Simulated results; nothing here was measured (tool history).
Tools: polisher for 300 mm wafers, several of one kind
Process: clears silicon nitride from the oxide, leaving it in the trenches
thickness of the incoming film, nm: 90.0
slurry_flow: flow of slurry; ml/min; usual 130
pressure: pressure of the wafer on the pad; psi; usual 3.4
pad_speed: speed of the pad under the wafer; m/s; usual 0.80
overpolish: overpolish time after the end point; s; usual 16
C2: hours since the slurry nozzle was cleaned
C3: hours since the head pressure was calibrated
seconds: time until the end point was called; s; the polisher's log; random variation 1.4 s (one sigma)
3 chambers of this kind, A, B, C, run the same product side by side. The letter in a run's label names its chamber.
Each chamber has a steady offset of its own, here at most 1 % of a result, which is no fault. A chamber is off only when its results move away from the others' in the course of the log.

-- hour=3.0 chamber C: worn pad replaced by a new one
run 1C hour=10.7 | slurry_flow=130 pressure=3.4 pad_speed=0.80 overpolish=16 | wafers_polished_on_this_pad=86 C2=483.4 C3=242.1 | seconds=103.690
run 2A hour=23.2 | slurry_flow=130 pressure=3.4 pad_speed=0.80 overpolish=16 | wafers_polished_on_this_pad=547 C2=186.2 C3=529.8 | seconds=103.330
run 3B hour=34.9 | slurry_flow=130 pressure=3.4 pad_speed=0.80 overpolish=16 | wafers_polished_on_this_pad=669 C2=555.2 C3=1196.3 | seconds=104.860
-- hour=37.0 chamber B: head pressure recalibrated
-- hour=40.5 chamber A: worn pad replaced by a new one
run 4A hour=43.7 | slurry_flow=130 pressure=3.4 pad_speed=0.80 overpolish=16 | wafers_polished_on_this_pad=35 C2=206.7 C3=550.3 | seconds=100.540
run 5B hour=50.7 | slurry_flow=175 pressure=3.4 pad_speed=0.80 overpolish=13 | wafers_polished_on_this_pad=846 C2=571.0 C3=13.8 | seconds=96.944
run 6C hour=60.9 | slurry_flow=175 pressure=3.4 pad_speed=0.80 overpolish=13 | wafers_polished_on_this_pad=646 C2=533.6 C3=292.3 | seconds=100.070
-- hour=68.1 chamber B: worn pad replaced by a new one
run 7A hour=72.1 | slurry_flow=175 pressure=3.4 pad_speed=0.80 overpolish=13 | wafers_polished_on_this_pad=352 C2=235.1 C3=578.7 | seconds=99.058
run 8C hour=81.2 | slurry_flow=130 pressure=3.4 pad_speed=0.80 overpolish=16 | wafers_polished_on_this_pad=873 C2=553.9 C3=312.6 | seconds=105.810
run 9B hour=86.7 | slurry_flow=165 pressure=3.4 pad_speed=0.80 overpolish=25 | wafers_polished_on_this_pad=207 C2=607.0 C3=49.8 | seconds=98.267
-- hour=92.5 chamber C: worn pad replaced by a new one
run 10A hour=94.5 | slurry_flow=165 pressure=3.4 pad_speed=0.80 overpolish=25 | wafers_polished_on_this_pad=602 C2=257.5 C3=601.1 | seconds=96.831
run 11C hour=101.5 | slurry_flow=165 pressure=3.4 pad_speed=0.80 overpolish=25 | wafers_polished_on_this_pad=100 C2=574.2 C3=332.9 | seconds=97.054
-- hour=108.4 chamber A: worn pad replaced by a new one
run 12B hour=109.4 | slurry_flow=130 pressure=3.4 pad_speed=0.80 overpolish=16 | wafers_polished_on_this_pad=461 C2=629.7 C3=72.5 | seconds=104.050
run 13A hour=116.1 | slurry_flow=130 pressure=3.4 pad_speed=0.80 overpolish=16 | wafers_polished_on_this_pad=85 C2=279.1 C3=622.7 | seconds=101.590
-- hour=116.3 chamber B: slurry nozzle cleaned
run 14B hour=124.5 | slurry_flow=130 pressure=3.4 pad_speed=0.80 overpolish=16 | wafers_polished_on_this_pad=629 C2=8.2 C3=87.6 | seconds=102.670
run 15C hour=130.2 | slurry_flow=130 pressure=3.4 pad_speed=0.80 overpolish=16 | wafers_polished_on_this_pad=421 C2=602.9 C3=361.6 | seconds=104.350
run 16C hour=137.6 | slurry_flow=150 pressure=3.4 pad_speed=0.64 overpolish=16 | wafers_polished_on_this_pad=503 C2=610.3 C3=369.0 | seconds=127.350
run 17B hour=149.8 | slurry_flow=150 pressure=3.4 pad_speed=0.64 overpolish=16 | wafers_polished_on_this_pad=912 C2=33.5 C3=112.9 | seconds=124.370
run 18A hour=158.4 | slurry_flow=150 pressure=3.4 pad_speed=0.64 overpolish=16 | wafers_polished_on_this_pad=558 C2=321.4 C3=665.0 | seconds=122.390
-- hour=162.1 chamber A: head pressure recalibrated
-- hour=164.0 chamber B: worn pad replaced by a new one
-- hour=166.2 chamber A: worn pad replaced by a new one
run 19A hour=168.5 | slurry_flow=130 pressure=3.4 pad_speed=0.80 overpolish=16 | wafers_polished_on_this_pad=26 C2=331.5 C3=6.4 | seconds=113.800
-- hour=176.3 chamber C: worn pad replaced by a new one
run 20B hour=178.0 | slurry_flow=130 pressure=3.4 pad_speed=0.80 overpolish=16 | wafers_polished_on_this_pad=156 C2=61.7 C3=141.1 | seconds=105.400
run 21C hour=184.7 | slurry_flow=130 pressure=3.4 pad_speed=0.80 overpolish=16 | wafers_polished_on_this_pad=94 C2=657.4 C3=416.1 | seconds=105.030
run 22B hour=194.1 | slurry_flow=130 pressure=2.6 pad_speed=0.80 overpolish=16 | wafers_polished_on_this_pad=336 C2=77.8 C3=157.2 | seconds=133.590
run 23C hour=206.0 | slurry_flow=130 pressure=2.6 pad_speed=0.80 overpolish=16 | wafers_polished_on_this_pad=331 C2=678.7 C3=437.4 | seconds=135.420
run 24A hour=217.5 | slurry_flow=130 pressure=2.6 pad_speed=0.80 overpolish=16 | wafers_polished_on_this_pad=573 C2=380.5 C3=55.4 | seconds=148.560
-- hour=224.5 chamber A: worn pad replaced by a new one
run 25B hour=227.4 | slurry_flow=130 pressure=3.4 pad_speed=0.80 overpolish=16 | wafers_polished_on_this_pad=707 C2=111.1 C3=190.5 | seconds=104.990
run 26A hour=235.4 | slurry_flow=130 pressure=3.4 pad_speed=0.80 overpolish=16 | wafers_polished_on_this_pad=122 C2=398.4 C3=73.3 | seconds=114.210
run 27C hour=241.7 | slurry_flow=130 pressure=3.4 pad_speed=1.04 overpolish=16 | wafers_polished_on_this_pad=730 C2=714.4 C3=473.1 | seconds=78.589
run 28C hour=253.1 | slurry_flow=130 pressure=3.4 pad_speed=1.04 overpolish=16 | wafers_polished_on_this_pad=857 C2=725.8 C3=484.5 | seconds=78.486
-- hour=255.2 chamber C: worn pad replaced by a new one
run 29A hour=263.5 | slurry_flow=130 pressure=3.4 pad_speed=1.04 overpolish=16 | wafers_polished_on_this_pad=436 C2=426.5 C3=101.4 | seconds=89.042
run 30B hour=270.1 | slurry_flow=130 pressure=3.4 pad_speed=0.80 overpolish=16 | wafers_polished_on_this_pad=1184 C2=153.8 C3=233.2 | seconds=106.250
run 31C hour=281.6 | slurry_flow=130 pressure=3.4 pad_speed=0.80 overpolish=16 | wafers_polished_on_this_pad=295 C2=754.3 C3=513.0 | seconds=101.300
-- hour=282.6 chamber B: worn pad replaced by a new one
-- hour=288.1 chamber A: worn pad replaced by a new one
-- hour=288.4 chamber C: slurry nozzle cleaned
run 32B hour=293.0 | slurry_flow=130 pressure=3.4 pad_speed=0.80 overpolish=16 | wafers_polished_on_this_pad=116 C2=176.7 C3=256.1 | seconds=104.150
run 33A hour=300.8 | slurry_flow=130 pressure=3.4 pad_speed=0.80 overpolish=16 | wafers_polished_on_this_pad=142 C2=463.8 C3=138.7 | seconds=115.510
run 34C hour=308.4 | slurry_flow=130 pressure=3.4 pad_speed=0.80 overpolish=16 | wafers_polished_on_this_pad=594 C2=20.1 C3=539.8 | seconds=104.440

Next, every chamber runs the same settings. What will each give?
run 35A hour=317.3 | slurry_flow=130 pressure=3.4 pad_speed=0.80 overpolish=16 | seconds=?
run 35B hour=317.3 | slurry_flow=130 pressure=3.4 pad_speed=0.80 overpolish=16 | seconds=?
run 35C hour=317.3 | slurry_flow=130 pressure=3.4 pad_speed=0.80 overpolish=16 | seconds=?

run=35A seconds=115.570
run=35B seconds=102.130
run=35C seconds=102.580
